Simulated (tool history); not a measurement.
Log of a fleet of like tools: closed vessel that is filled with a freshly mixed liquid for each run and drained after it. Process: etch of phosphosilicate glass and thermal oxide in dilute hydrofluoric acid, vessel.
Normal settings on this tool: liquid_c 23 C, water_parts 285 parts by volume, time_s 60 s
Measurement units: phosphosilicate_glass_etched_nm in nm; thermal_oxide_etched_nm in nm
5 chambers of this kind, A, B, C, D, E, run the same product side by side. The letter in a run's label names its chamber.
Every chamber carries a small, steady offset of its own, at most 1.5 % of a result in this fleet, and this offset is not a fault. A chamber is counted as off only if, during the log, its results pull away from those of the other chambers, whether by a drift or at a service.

run	hour	liquid_c	water_parts	time_s	hours since the thermometer was replaced	hours since the hydrofluoric acid flow meter was replaced	read-back film thickness of the phosphosilicate glass reference wafer, read on the same gauge (nm)	read-back film thickness of the thermal oxide reference wafer, read on the same gauge (nm)	phosphosilicate_glass_etched_nm	thermal_oxide_etched_nm
1D	11	23	285	60	2085.8	107.2	39.998	99.947	26.29	0.79514
2A	19.2	23	285	60	754.6	169.3	39.997	99.972	26.274	0.76982
3B	29.1	23	285	60	772.8	574.8	40.008	99.988	26.546	0.76784
4E	40.5	23	285	60	1133.6	131.4	39.986	99.983	26.153	0.81272
5C	49.4	23	285	60	637.7	259	39.992	99.979	26.078	0.84349
6D	63.2	23	285	60	2138	159.4	40.004	100	26.479	0.87528
7A	73.8	23	285	60	809.2	223.9	40.019	99.986	26.084	0.75458
8E	82.8	23	285	60	1175.9	173.7	40.025	99.986	26.073	0.79423
9C	91	23	285	60	679.3	300.6	40.014	99.988	26.137	0.84541
10B	103.4	23	285	60	847.1	649.1	40.003	100	26.476	0.77197
11E	115.7	23	285	60	1208.8	206.6	40.015	100.02	26.135	0.77092
12D	126.2	23	285	60	2201	222.4	39.966	100	26.465	0.79778
13B	135.8	23	285	60	879.5	681.5	40.006	100.03	26.42	0.75822
14A	148.4	23	285	60	883.8	298.5	39.981	100	26.01	0.79031
15C	162.2	26	285	35	750.5	371.8	39.974	100.01	16.873	0.53592
16B	169.9	26	285	35	913.6	715.6	40.014	99.959	17.03	0.53324
17E	176.5	26	285	35	1269.6	267.4	40.009	99.96	16.827	0.50702
18A	187.7	26	285	35	923.1	337.8	40.051	100.04	16.965	0.52877
19D	199.5	26	285	35	2274.3	295.7	39.976	99.947	17.14	0.49399
20C	210.2	23	285	60	798.5	419.8	39.996	100.02	26.187	0.76322
21A	224.2	23	285	60	959.6	374.3	40.012	100.04	26.021	0.79117
22C	233	23	285	60	821.3	442.6	39.971	100	26.022	0.77927
23B	246.4	23	285	60	990.1	792.1	39.986	99.988	26.319	0.8228
24D	257.7	23	285	60	2332.5	353.9	40.022	100.02	26.479	0.78644
25E	265.3	23	285	60	1358.4	356.2	40.03	99.992	25.986	0.83762
26A	278.7	23	285	60	1014.1	428.8	40.011	100.04	26.271	0.77162
27D	291.4	23	285	60	2366.2	387.6	40.001	100.01	26.316	0.83678
28B	302.5	23	285	60	1046.2	848.2	39.98	99.959	26.44	0.77085
29E	315.6	23	285	60	1408.7	406.5	39.989	99.993	26.177	0.82959
30C	322.9	23	285	60	911.2	532.5	40.008	99.993	26.249	0.80084
31A	333.9	23	285	60	1069.3	484	40.008	99.992	26.386	0.76081

What goes on in this fleet: one chamber off, a drifting gauge, or nothing beyond the chambers' own small offsets? Name the chamber and the cause, if any.

Beyond each chamber's small constant offset nothing stands out, and the gauge stays steady.
